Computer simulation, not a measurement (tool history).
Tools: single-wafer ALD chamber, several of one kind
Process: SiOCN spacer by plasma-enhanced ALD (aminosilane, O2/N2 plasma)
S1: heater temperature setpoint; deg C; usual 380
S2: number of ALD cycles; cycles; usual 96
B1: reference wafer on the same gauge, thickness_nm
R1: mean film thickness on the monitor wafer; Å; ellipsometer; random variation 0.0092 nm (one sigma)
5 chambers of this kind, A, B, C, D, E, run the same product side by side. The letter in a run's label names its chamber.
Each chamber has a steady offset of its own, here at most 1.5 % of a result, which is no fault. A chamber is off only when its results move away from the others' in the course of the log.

run,day,S1,S2,B1,R1
1D,0.192,380,96,6.353,58.186
2A,0.467,380,96,6.3529,58.045
3E,0.833,380,96,6.3561,57.63
4B,1.008,380,96,6.351,58.096
5C,1.271,380,96,6.3569,57.306
6D,1.533,380,96,6.3578,58.241
7E,1.879,380,96,6.3589,57.604
8A,2.271,380,96,6.3583,58.297
9B,2.608,380,96,6.3586,58.092
10C,2.904,380,96,6.3649,57.222
11C,3.088,380,104,6.3608,62.238
12E,3.358,380,104,6.3601,62.52
13D,3.746,380,104,6.3643,62.968
14B,4.112,380,104,6.365,62.995
15A,4.425,380,104,6.3643,63.035
16A,4.729,380,96,6.3632,58.416
17E,5.004,380,96,6.3684,57.813
18D,5.2,380,96,6.3686,58.429
19B,5.483,380,96,6.3694,58.284
20C,5.85,380,96,6.3731,57.587
21B,6.075,380,96,6.3714,58.212
22A,6.438,386,96,6.3738,58.287
23D,6.775,386,96,6.374,58.432
24E,7.108,386,96,6.3756,57.878
25C,7.333,386,96,6.3786,57.655
26E,7.729,386,96,6.3752,57.829
27D,7.925,385,82,6.3792,49.911
28B,8.208,385,82,6.3802,49.826
29C,8.508,385,82,6.3795,49.232
30A,8.871,385,82,6.3814,49.921
31E,9.162,385,82,6.3827,49.508
32D,9.383,380,96,6.3832,58.371
33B,9.625,392,104,6.3852,63.205
34A,9.808,392,104,6.3835,63.306
35C,10.004,392,104,6.3864,62.345
36B,10.329,392,104,6.3912,63.177
37E,10.621,392,104,6.3879,62.741
38D,10.804,380,96,6.3888,58.48
39A,11.158,380,96,6.3885,58.525

All 5 chambers run these settings next. Forecast each chamber's results:
40A,11.45,380,96,,?
40B,11.45,380,96,,?
40C,11.45,380,96,,?
40D,11.45,380,96,,?
40E,11.45,380,96,,?

run,R1
40A,58.472
40B,58.445
40C,57.646
40D,58.495
40E,58.07
